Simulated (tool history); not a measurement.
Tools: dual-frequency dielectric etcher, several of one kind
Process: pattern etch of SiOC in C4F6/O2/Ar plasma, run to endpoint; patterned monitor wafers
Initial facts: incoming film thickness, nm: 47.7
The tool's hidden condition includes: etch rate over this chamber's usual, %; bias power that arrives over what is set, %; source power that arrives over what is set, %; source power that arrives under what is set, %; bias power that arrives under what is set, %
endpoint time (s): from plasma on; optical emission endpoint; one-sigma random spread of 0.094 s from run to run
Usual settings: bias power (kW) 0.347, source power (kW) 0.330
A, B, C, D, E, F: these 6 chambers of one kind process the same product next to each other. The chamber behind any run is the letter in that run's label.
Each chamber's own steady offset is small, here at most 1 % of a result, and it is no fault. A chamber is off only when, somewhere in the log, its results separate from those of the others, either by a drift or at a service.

run	hour	bias power (kW)	source power (kW)	hours since the last wet clean	hours since the last bias power generator calibration	hours since the last source power generator calibration	endpoint time (s)
1B	3.7	0.347	0.330	506.3	2989.4	3523.0	19.800
2C	8.4	0.347	0.330	352.2	2087.0	3176.5	19.844
3D	11.6	0.347	0.330	161.9	1656.0	1027.1	19.734
4E	16.5	0.347	0.330	362.5	1412.8	971.3	19.583
5F	19.3	0.347	0.330	79.2	173.7	312.5	19.781
6A	24.5	0.347	0.330	221.3	2013.0	577.4	19.641
7C	30.4	0.347	0.330	374.2	2109.0	3198.5	19.869
8B	34.4	0.347	0.330	537.0	3020.1	3553.7	19.734
9F	39.8	0.347	0.330	99.7	194.2	333.0	19.665
10D	45.5	0.347	0.330	195.8	1689.9	1061.0	19.701
# hour 47.1: chamber C: wet clean of the chamber
11A	48.9	0.347	0.330	245.7	2037.4	601.8	19.647
12E	53.9	0.347	0.330	399.9	1450.2	1008.7	19.692
13A	58.7	0.347	0.330	255.5	2047.2	611.6	19.605
14E	61.6	0.347	0.330	407.6	1457.9	1016.4	19.758
15D	64.4	0.347	0.330	214.7	1708.8	1079.9	19.628
16C	69.4	0.347	0.380	22.3	2148.0	3237.5	18.696
17F	73.6	0.347	0.380	133.5	228.0	366.8	18.611
18B	76.9	0.347	0.380	579.5	3062.6	3596.2	18.890
19D	82.7	0.347	0.380	233.0	1727.1	1098.2	18.758
20B	87.4	0.347	0.380	590.0	3073.1	3606.7	18.825
# hour 88.2: chamber E: wet clean of the chamber
21C	93.2	0.347	0.380	46.1	2171.8	3261.3	18.862
# hour 95.9: chamber B: wet clean of the chamber
22E	98.5	0.347	0.330	10.3	1494.8	1053.3	19.822
23F	103.7	0.347	0.330	163.6	258.1	396.9	19.629
24A	108.9	0.347	0.330	305.7	2097.4	661.8	19.594
25C	113.5	0.347	0.360	66.4	2192.1	3281.6	19.214
26A	119.1	0.347	0.360	315.9	2107.6	672.0	19.126
27F	124.5	0.347	0.360	184.4	278.9	417.7	19.125
28B	127.7	0.347	0.360	31.9	3113.4	3647.0	18.355
29E	131.9	0.347	0.360	43.7	1528.2	1086.7	18.938
30D	135.6	0.347	0.360	285.9	1780.0	1151.1	19.101
31E	141.2	0.294	0.330	53.0	1537.5	1096.0	20.933
32C	145.4	0.294	0.330	98.3	2224.0	3313.5	21.146
33D	148.9	0.294	0.330	299.2	1793.3	1164.4	20.796
34B	152.0	0.294	0.330	56.2	3137.7	3671.3	20.029
35A	158.1	0.294	0.330	354.9	2146.6	711.0	20.853
36F	162.0	0.294	0.330	221.9	316.4	455.2	20.651
37C	165.7	0.347	0.330	118.6	2244.3	3333.8	20.031
38A	171.3	0.276	0.400	368.1	2159.8	724.2	19.826

Is one chamber out of step, is the gauge drifting, or do the chambers differ by no more than their own small offsets? For an off chamber, give its letter and the likeliest cause.

A service on chamber B put it out of line with the rest.
Likeliest cause: etch rate over this chamber's usual, % = 5.22.

Below are 4 candidate recipes for chamber B's next run, each the usual settings with a change, their results shown as question marks. Which of them brings B's results back in line with what the other chambers give on the usual settings?
In line here means within this much of the mean the other chambers give on the usual settings: endpoint time (s) 0.330
39B-1	175.8	0.340	0.320				?
39B-2	175.8	0.369	0.350				?
39B-3	175.8	0.325	0.310				?
39B-4	175.8	0.362	0.330				?

Usual-settings mean across the other chambers: endpoint time (s) 19.730
run	endpoint time (s)
39B-1	19.214
39B-2	18.044
39B-3	19.757
39B-4	18.575
39B-3 puts the chamber back in line with the other chambers.
